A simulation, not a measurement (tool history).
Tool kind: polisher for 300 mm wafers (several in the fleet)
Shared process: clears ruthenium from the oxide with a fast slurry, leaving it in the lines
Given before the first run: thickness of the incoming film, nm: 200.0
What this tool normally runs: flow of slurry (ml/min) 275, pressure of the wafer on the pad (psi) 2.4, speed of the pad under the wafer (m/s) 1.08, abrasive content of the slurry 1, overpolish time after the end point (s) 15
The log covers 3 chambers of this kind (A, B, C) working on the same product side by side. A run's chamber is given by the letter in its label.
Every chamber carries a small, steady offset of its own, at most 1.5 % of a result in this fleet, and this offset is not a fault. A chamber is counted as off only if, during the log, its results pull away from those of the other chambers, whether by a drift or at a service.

run   hour  flow of slurry (ml/min)  pressure of the wafer on the pad (psi)  speed of the pad under the wafer (m/s)  abrasive content of the slurry  overpolish time after the end point (s)  wafers polished on this pad  hours since the slurry nozzle was cleaned  hours since the head pressure was calibrated  hours since the slurry blender was calibrated  time until the end point was called (s)  dishing of a wide line in a test structure (angstrom)
 1A    3.4                      275                                     2.4                                    1.08                               1                                       15                          205                                      333.5                                         315.8                                          345.2                                   45.202                                                 539.05
       5.3  -- chamber C: worn pad replaced by a new one
 2C    9.7                      275                                     2.4                                    1.08                               1                                       15                           42                                       33.1                                         138.4                                          325.5                                   45.475                                                 542.05
 3B   14.4                      275                                     2.4                                    1.08                               1                                       15                          976                                       60.1                                         531.6                                          140.3                                   45.597                                                 543.36
 4B   21.7                      275                                     2.4                                    1.08                               1                                       15                         1046                                       67.4                                         538.9                                          147.6                                   45.187                                                 534.11
      25.3  -- chamber B: worn pad replaced by a new one
 5A   28.3                      245                                     2.4                                    1.08                             1.3                                       15                          446                                      358.4                                         340.7                                          370.1                                   41.991                                                 571.44
 6C   33.2                      245                                     2.4                                    1.08                             1.3                                       15                          270                                       56.6                                         161.9                                            349                                   41.219                                                 584.32
 7B   38.2                      245                                     2.4                                    1.08                             1.3                                       15                          124                                       83.9                                         555.4                                          164.1                                   41.569                                                 587.19
 8A   43.8                      275                                     2.4                                    1.08                               1                                       15                          596                                      373.9                                         356.2                                          385.6                                   45.225                                                 528.78
 9C     48                      275                                     2.4                                    1.08                               1                                       15                          413                                       71.4                                         176.7                                          363.8                                   45.427                                                 531.17
10B   52.8                      275                                     2.4                                    1.08                               1                                       15                          266                                       98.5                                           570                                          178.7                                   46.111                                                 538.48
11A   58.7                      275                                     2.4                                    1.08                               1                                       15                          741                                      388.8                                         371.1                                          400.5                                   45.622                                                 533.36
12C   66.2                      275                                     2.4                                    1.08                               1                                       15                          589                                       89.6                                         194.9                                            382                                   45.276                                                 546.98
      68.4  -- chamber A: worn pad replaced by a new one
13B     72                      275                                     2.4                                    1.08                               1                                       15                          452                                      117.7                                         589.2                                          197.9                                   44.544                                                 536.87
14C   77.5                      275                                     2.4                                    1.08                               1                                       15                          699                                      100.9                                         206.2                                          393.3                                   45.192                                                 533.17
15A     85                      275                                     2.4                                    1.08                               1                                       15                          160                                      415.1                                         397.4                                          426.8                                    45.47                                                 525.56
16B   89.6                      275                                     2.4                                    1.08                               1                                       15                          622                                      135.3                                         606.8                                          215.5                                   45.399                                                 531.09
      92.5  -- chamber B: head pressure recalibrated
17C   95.6                      275                                     2.4                                    1.08                               1                                       15                          874                                        119                                         224.3                                          411.4                                   44.312                                                 542.18
     101.1  -- chamber A: slurry blender recalibrated
18A  102.7                      275                                     2.4                                    1.08                               1                                       15                          332                                      432.8                                         415.1                                            1.6                                   45.022                                                 536.02
19A  106.7                      275                                     2.4                                    1.08                               1                                       15                          370                                      436.8                                         419.1                                            5.6                                    45.41                                                 539.47
     107.6  -- chamber B: slurry blender recalibrated
20B  110.2                      275                                     2.4                                    1.08                               1                                       15                          822                                      155.9                                          17.7                                            2.6                                   49.565                                                 505.28
21C  117.1                      275                                     2.4                                    1.08                               1                                       15                         1082                                      140.5                                         245.8                                          432.9                                   45.044                                                 544.23
22A  122.1                      275                                     2.4                                    1.08                               1                                       15                          520                                      452.2                                         434.5                                             21                                   44.804                                                 536.54
23C  127.1                      275                                     2.4                                    1.08                               1                                       15                         1179                                      150.5                                         255.8                                          442.9                                   44.908                                                 533.05
     127.8  -- chamber B: worn pad replaced by a new one
24B  133.7                      220                                       3                                    1.08                               1                                       15                           57                                      179.4                                          41.2                                           26.1                                   39.675                                                 606.09
25C  138.1                      220                                       3                                    1.08                               1                                       15                         1286                                      161.5                                         266.8                                          453.9                                   37.545                                                 648.72
       139  -- chamber A: worn pad replaced by a new one
26A  141.5                      220                                       3                                    1.08                               1                                       15                           24                                      471.6                                         453.9                                           40.4                                   37.981                                                 643.41
     144.4  -- chamber C: worn pad replaced by a new one
27B  146.6                      275                                     2.4                                    1.08                               1                                       15                          182                                      192.3                                          54.1                                             39                                   49.056                                                 500.54
28C  150.2                      275                                     2.4                                    1.08                               1                                       15                           56                                      173.6                                         278.9                                            466                                   45.464                                                 547.95
     154.9  -- chamber C: slurry blender recalibrated
29B    157                      275                                     2.7                                    1.08                               1                                        9                          283                                      202.7                                          64.5                                           49.4                                   43.116                                                 354.57
30A  161.4                      275                                     2.7                                    1.08                               1                                        9                          217                                      491.5                                         473.8                                           60.3                                   40.655                                                 374.86
31B  165.4                      275                                     2.7                                    1.08                               1                                        9                          364                                      211.1                                          72.9                                           57.8                                    43.62                                                 354.63
32A  169.5                      275                                     2.4                                    1.08                               1                                       15                          295                                      499.6                                         481.9                                           68.4                                   44.757                                                  524.1
33C  174.5                      275                                     2.4                                    1.08                               1                                       15                          291                                      197.9                                         303.2                                           19.7                                   45.578                                                 538.24
34A  177.7                      275                                     2.4                                    1.08                               1                                       15                          374                                      507.8                                         490.1                                           76.6                                   46.305                                                 532.71
35C  181.8                      275                                     2.4                                    1.08                               1                                       15                          362                                      205.2                                         310.5                                             27                                   45.575                                                 537.39
36B  186.1                      275                                     2.4                                    1.08                               1                                       15                          565                                      231.8                                          93.6                                           78.5                                   48.779                                                 497.24
37A  192.7                      275                                     2.4                                    1.08                               1                                       15                          520                                      522.8                                         505.1                                           91.6                                   45.671                                                  537.2
38C  198.7                      275                                     2.4                                    0.72                               1                                       10                          526                                      222.1                                         327.4                                           43.9                                   66.888                                                 259.06
39B  205.4                      275                                     2.4                                    0.72                               1                                       10                          752                                      251.1                                         112.9                                           97.8                                   73.835                                                 238.13

Each of the 3 chambers runs these same settings next. Fill in every chamber's results:
40A  210.8                      275                                     2.4                                    1.08                               1                                       22                                                                                                                                                                                                             ?                                                      ?
40B  210.8                      275                                     2.4                                    1.08                               1                                       22                                                                                                                                                                                                             ?                                                      ?
40C  210.8                      275                                     2.4                                    1.08                               1                                       22                                                                                                                                                                                                             ?                                                      ?

run  time until the end point was called (s)  dishing of a wide line in a test structure (angstrom)
40A                                   45.581                                                 725.06
40B                                   49.174                                                  695.4
40C                                    44.82                                                  756.7

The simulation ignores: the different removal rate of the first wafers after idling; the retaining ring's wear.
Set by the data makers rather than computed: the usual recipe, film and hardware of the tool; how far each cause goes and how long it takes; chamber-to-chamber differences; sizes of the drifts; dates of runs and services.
